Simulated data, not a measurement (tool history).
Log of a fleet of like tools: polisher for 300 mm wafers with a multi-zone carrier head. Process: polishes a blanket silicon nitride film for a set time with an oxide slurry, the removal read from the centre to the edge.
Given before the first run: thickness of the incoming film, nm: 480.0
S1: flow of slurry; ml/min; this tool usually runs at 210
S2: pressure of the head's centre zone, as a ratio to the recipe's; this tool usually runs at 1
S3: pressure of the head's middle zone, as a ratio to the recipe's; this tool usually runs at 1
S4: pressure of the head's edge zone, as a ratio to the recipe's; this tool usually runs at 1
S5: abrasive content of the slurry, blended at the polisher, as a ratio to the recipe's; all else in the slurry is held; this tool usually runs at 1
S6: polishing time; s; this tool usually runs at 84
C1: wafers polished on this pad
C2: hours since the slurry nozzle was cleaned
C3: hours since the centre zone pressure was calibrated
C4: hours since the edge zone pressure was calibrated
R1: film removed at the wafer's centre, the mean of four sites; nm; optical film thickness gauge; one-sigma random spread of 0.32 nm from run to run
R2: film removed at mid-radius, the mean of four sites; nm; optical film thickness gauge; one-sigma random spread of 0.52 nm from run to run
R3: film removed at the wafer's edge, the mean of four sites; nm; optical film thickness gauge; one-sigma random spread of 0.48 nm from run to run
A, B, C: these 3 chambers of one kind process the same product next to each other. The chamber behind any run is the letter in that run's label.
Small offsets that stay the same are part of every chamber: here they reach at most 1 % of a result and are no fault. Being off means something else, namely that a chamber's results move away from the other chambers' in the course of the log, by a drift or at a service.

run	hour	S1	S2	S3	S4	S5	S6	C1	C2	C3	C4	R1	R2	R3
1C	9.1	210	1	1	1	1	84	377	331.5	287.9	362.1	43.855	43.985	43.662
# hour 15.7: chamber A: worn pad replaced by a new one
2B	19.8	210	1	1	1	1	84	386	36.5	483.3	102.2	43.163	43.118	43.874
3A	27	210	1	1	1	1	84	124	94.4	495.7	1008.7	43.505	43.566	43.627
4A	36.6	210	1	1	1	1	84	229	104	505.3	1018.3	43.487	43.208	44.488
5B	47.2	255	1	1	1	1.1	84	685	63.9	510.7	129.6	46.527	46.544	45.551
6C	55.9	255	1	1	1	1.1	84	888	378.3	334.7	408.9	47.139	46.829	46.697
7B	63	255	1	1	1	1.1	84	858	79.7	526.5	145.4	47.035	45.953	45.756
# hour 67.4: chamber A: worn pad replaced by a new one
8A	78.6	210	1	1	1	1	84	122	146	547.3	1060.3	43.381	43.554	43.589
# hour 86.4: chamber A: edge zone pressure recalibrated
9C	87.6	210	1	1	1	1	84	1235	410	366.4	440.6	43.685	43.039	43.915
# hour 91.7: chamber C: worn pad replaced by a new one
# hour 94.2: chamber B: worn pad replaced by a new one
10C	98.4	210	1	1	1	1	84	73	420.8	377.2	451.4	43.245	43.018	44.813
11B	114	235	1	1.04	1	1	84	217	130.7	577.5	196.4	44.512	46.025	44.121
# hour 116.3: chamber A: worn pad replaced by a new one
12A	125.9	235	1	1.04	1	1	84	105	193.3	594.6	39.6	44.95	46.363	45.144
13C	135.4	235	1	1.04	1	1	84	478	457.8	414.2	488.4	44.424	45.621	44.143
# hour 144.9: chamber A: slurry nozzle cleaned
14B	149.2	210	1	1	1	1	84	602	165.9	612.7	231.6	44.037	43.819	43.774
# hour 150.9: chamber A: centre zone pressure recalibrated
15A	160.9	210	1	1	1	1	84	488	16	10	74.6	47.553	43.359	43.787
# hour 169.2: chamber A: worn pad replaced by a new one
16B	170.5	210	1	1	1	1	84	835	187.2	634	252.9	43.507	42.386	43.452
# hour 172.4: chamber B: centre zone pressure recalibrated
17A	185.6	210	1	1	1	1	84	180	40.7	34.7	99.3	47.692	43.449	43.938
# hour 195.5: chamber B: worn pad replaced by a new one
18C	196.6	210	1	1	1	1	84	1147	519	475.4	549.6	43.734	43.556	43.657
19B	204.9	210	1	1	1	1	84	103	221.6	32.6	287.3	43.749	42.974	43.674
20A	218.8	210	1	1	1	1	84	543	73.9	67.9	132.5	47.96	44.217	43.511
21C	226	210	1	1	1	1	84	1468	548.4	504.8	579	42.797	43.223	43.8
# hour 231.7: chamber C: worn pad replaced by a new one
22C	240.8	210	1	1	1	1	84	100	563.2	519.6	593.8	43.339	44.233	44.134

The same settings go to every chamber for the next run, one line per chamber below. Forecast the results for each:
23A	252	210	1	1	1	1	84					?	?	?
23B	252	210	1	1	1	1	84					?	?	?
23C	252	210	1	1	1	1	84					?	?	?

run	R1	R2	R3
23A	48.13	43.692	43.954
23B	43.417	43.373	43.136
23C	43.848	44.556	43.805
